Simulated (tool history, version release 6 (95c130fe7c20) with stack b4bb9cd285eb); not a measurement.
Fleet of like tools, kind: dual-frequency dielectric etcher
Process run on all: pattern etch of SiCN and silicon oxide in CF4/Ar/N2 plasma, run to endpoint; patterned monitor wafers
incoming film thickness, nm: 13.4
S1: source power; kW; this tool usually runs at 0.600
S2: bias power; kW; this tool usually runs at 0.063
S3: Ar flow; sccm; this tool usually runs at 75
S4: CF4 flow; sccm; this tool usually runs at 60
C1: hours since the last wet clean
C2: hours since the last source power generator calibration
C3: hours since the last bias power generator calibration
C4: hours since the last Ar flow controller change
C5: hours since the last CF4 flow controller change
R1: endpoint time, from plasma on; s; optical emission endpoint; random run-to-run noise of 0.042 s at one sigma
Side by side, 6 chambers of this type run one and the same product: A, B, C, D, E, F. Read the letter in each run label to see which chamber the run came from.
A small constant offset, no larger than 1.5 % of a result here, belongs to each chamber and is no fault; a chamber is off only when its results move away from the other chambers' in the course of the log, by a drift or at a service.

Run 1F, hour 4.6: usual settings; C1 107.1; C2 1553.3; C3 3555.9; C4 2856.7; C5 105.6. Result: R1 12.408 s.
Run 2E, hour 10.1: usual settings; C1 419.0; C2 1737.2; C3 1355.6; C4 2223.9; C5 2014.7. Result: R1 12.128 s.
At hour 19.0: chamber C: wet clean of the chamber.
Run 3A, hour 19.2: usual settings; C1 368.4; C2 707.4; C3 1192.2; C4 315.7; C5 2136.5. Result: R1 12.320 s.
Run 4D, hour 28.0: usual settings; C1 282.2; C2 1174.3; C3 4128.1; C4 719.8; C5 845.3. Result: R1 12.350 s.
Run 5C, hour 35.2: usual settings; C1 16.3; C2 2076.6; C3 3821.0; C4 1036.0; C5 1571.8. Result: R1 12.325 s.
Run 6B, hour 45.0: usual settings; C1 508.1; C2 1033.7; C3 340.1; C4 4987.1; C5 3008.2. Result: R1 12.437 s.
Run 7E, hour 52.0: usual settings; C1 460.9; C2 1779.1; C3 1397.5; C4 2265.8; C5 2056.6. Result: R1 12.254 s.
Run 8C, hour 58.0: usual settings; C1 39.1; C2 2099.4; C3 3843.8; C4 1058.8; C5 1594.6. Result: R1 12.330 s.
Run 9A, hour 64.4: usual settings; C1 413.6; C2 752.6; C3 1237.4; C4 360.9; C5 2181.7. Result: R1 12.332 s.
Run 10F, hour 69.2: usual settings; C1 171.7; C2 1617.9; C3 3620.5; C4 2921.3; C5 170.2. Result: R1 12.339 s.
Run 11B, hour 77.6: usual settings; C1 540.7; C2 1066.3; C3 372.7; C4 5019.7; C5 3040.8. Result: R1 12.367 s.
Run 12D, hour 86.6: usual settings but S1 0.550 kW, S3 62 sccm; C1 340.8; C2 1232.9; C3 4186.7; C4 778.4; C5 903.9. Result: R1 12.918 s.
At hour 87.8: chamber F: Ar flow controller replaced.
Run 13E, hour 92.3: usual settings but S1 0.550 kW, S3 62 sccm; C1 501.2; C2 1819.4; C3 1437.8; C4 2306.1; C5 2096.9. Result: R1 12.758 s.
At hour 95.6: chamber C: bias power generator calibrated.
Run 14A, hour 98.1: usual settings but S1 0.550 kW, S3 62 sccm; C1 447.3; C2 786.3; C3 1271.1; C4 394.6; C5 2215.4. Result: R1 12.914 s.
Run 15D, hour 105.0: usual settings but S1 0.550 kW, S3 62 sccm; C1 359.2; C2 1251.3; C3 4205.1; C4 796.8; C5 922.3. Result: R1 12.929 s.
Run 16C, hour 112.0: usual settings but S1 0.550 kW, S3 62 sccm; C1 93.1; C2 2153.4; C3 16.4; C4 1112.8; C5 1648.6. Result: R1 12.958 s.
At hour 115.3: chamber B: wet clean of the chamber.
Run 17B, hour 116.8: usual settings but S1 0.550 kW, S3 62 sccm; C1 1.5; C2 1105.5; C3 411.9; C4 5058.9; C5 3080.0. Result: R1 13.034 s.
Run 18F, hour 126.3: usual settings; C1 228.8; C2 1675.0; C3 3677.6; C4 38.5; C5 227.3. Result: R1 12.425 s.
Run 19F, hour 131.0: usual settings; C1 233.5; C2 1679.7; C3 3682.3; C4 43.2; C5 232.0. Result: R1 12.357 s.
Run 20A, hour 139.0: usual settings; C1 488.2; C2 827.2; C3 1312.0; C4 435.5; C5 2256.3. Result: R1 12.347 s.
Run 21C, hour 148.1: usual settings; C1 129.2; C2 2189.5; C3 52.5; C4 1148.9; C5 1684.7. Result: R1 12.357 s.
Run 22E, hour 157.0: usual settings but S3 69 sccm, S4 48 sccm; C1 565.9; C2 1884.1; C3 1502.5; C4 2370.8; C5 2161.6. Result: R1 12.482 s.
Run 23B, hour 165.4: usual settings but S3 69 sccm, S4 48 sccm; C1 50.1; C2 1154.1; C3 460.5; C4 5107.5; C5 3128.6. Result: R1 12.753 s.
At hour 166.0: chamber A: wet clean of the chamber.
Run 24D, hour 174.8: usual settings but S3 69 sccm, S4 48 sccm; C1 429.0; C2 1321.1; C3 4274.9; C4 866.6; C5 992.1. Result: R1 12.601 s.
Run 25A, hour 182.4: usual settings but S3 69 sccm, S4 48 sccm; C1 16.4; C2 870.6; C3 1355.4; C4 478.9; C5 2299.7. Result: R1 13.142 s.
Run 26C, hour 190.6: usual settings but S3 69 sccm, S4 48 sccm; C1 171.7; C2 2232.0; C3 95.0; C4 1191.4; C5 1727.2. Result: R1 12.578 s.
Run 27B, hour 200.3: usual settings but S3 69 sccm, S4 48 sccm; C1 85.0; C2 1189.0; C3 495.4; C4 5142.4; C5 3163.5. Result: R1 12.727 s.
Run 28D, hour 209.4: usual settings; C1 463.6; C2 1355.7; C3 4309.5; C4 901.2; C5 1026.7. Result: R1 12.291 s.
Run 29E, hour 215.9: usual settings; C1 624.8; C2 1943.0; C3 1561.4; C4 2429.7; C5 2220.5. Result: R1 12.149 s.
Run 30F, hour 224.0: usual settings; C1 326.5; C2 1772.7; C3 3775.3; C4 136.2; C5 325.0. Result: R1 12.383 s.
Run 31A, hour 231.0: usual settings; C1 65.0; C2 919.2; C3 1404.0; C4 527.5; C5 2348.3. Result: R1 12.788 s.
Run 32F, hour 241.0: usual settings; C1 343.5; C2 1789.7; C3 3792.3; C4 153.2; C5 342.0. Result: R1 12.451 s.
Run 33E, hour 248.1: usual settings; C1 657.0; C2 1975.2; C3 1593.6; C4 2461.9; C5 2252.7. Result: R1 12.220 s.
At hour 253.5: chamber D: wet clean of the chamber.
Run 34D, hour 255.4: usual settings; C1 2.0; C2 1401.7; C3 4355.5; C4 947.2; C5 1072.7. Result: R1 12.348 s.
Run 35C, hour 260.3: usual settings; C1 241.4; C2 2301.7; C3 164.7; C4 1261.1; C5 1796.9. Result: R1 12.312 s.
Run 36B, hour 265.6: usual settings; C1 150.3; C2 1254.3; C3 560.7; C4 5207.7; C5 3228.8. Result: R1 12.483 s.
Run 37B, hour 272.9: usual settings; C1 157.6; C2 1261.6; C3 568.0; C4 5215.0; C5 3236.1. Result: R1 12.449 s.
Run 38A, hour 279.2: usual settings; C1 113.2; C2 967.4; C3 1452.2; C4 575.7; C5 2396.5. Result: R1 12.818 s.
At hour 286.8: chamber E: wet clean of the chamber.
Run 39F, hour 287.1: usual settings; C1 389.6; C2 1835.8; C3 3838.4; C4 199.3; C5 388.1. Result: R1 12.409 s.
At hour 289.7: chamber D: bias power generator calibrated.
Run 40D, hour 296.1: usual settings but S3 68 sccm; C1 42.7; C2 1442.4; C3 6.4; C4 987.9; C5 1113.4. Result: R1 12.155 s.
Run 41C, hour 302.1: usual settings but S3 68 sccm; C1 283.2; C2 2343.5; C3 206.5; C4 1302.9; C5 1838.7. Result: R1 12.121 s.
Run 42E, hour 312.2: usual settings but S3 68 sccm; C1 25.4; C2 2039.3; C3 1657.7; C4 2526.0; C5 2316.8. Result: R1 12.003 s.
Run 43C, hour 320.5: usual settings but S3 68 sccm; C1 301.6; C2 2361.9; C3 224.9; C4 1321.3; C5 1857.1. Result: R1 12.090 s.
Run 44F, hour 325.6: usual settings but S3 68 sccm; C1 428.1; C2 1874.3; C3 3876.9; C4 237.8; C5 426.6. Result: R1 12.216 s.

Each of the 6 chambers runs these same settings next. Fill in every chamber's results:
Run 45A, hour 332.9: usual settings. Result: R1 ?.
Run 45B, hour 332.9: usual settings. Result: R1 ?.
Run 45C, hour 332.9: usual settings. Result: R1 ?.
Run 45D, hour 332.9: usual settings. Result: R1 ?.
Run 45E, hour 332.9: usual settings. Result: R1 ?.
Run 45F, hour 332.9: usual settings. Result: R1 ?.

run      R1
45A  12.814
45B  12.402
45C  12.303
45D  12.305
45E  12.169
45F  12.406
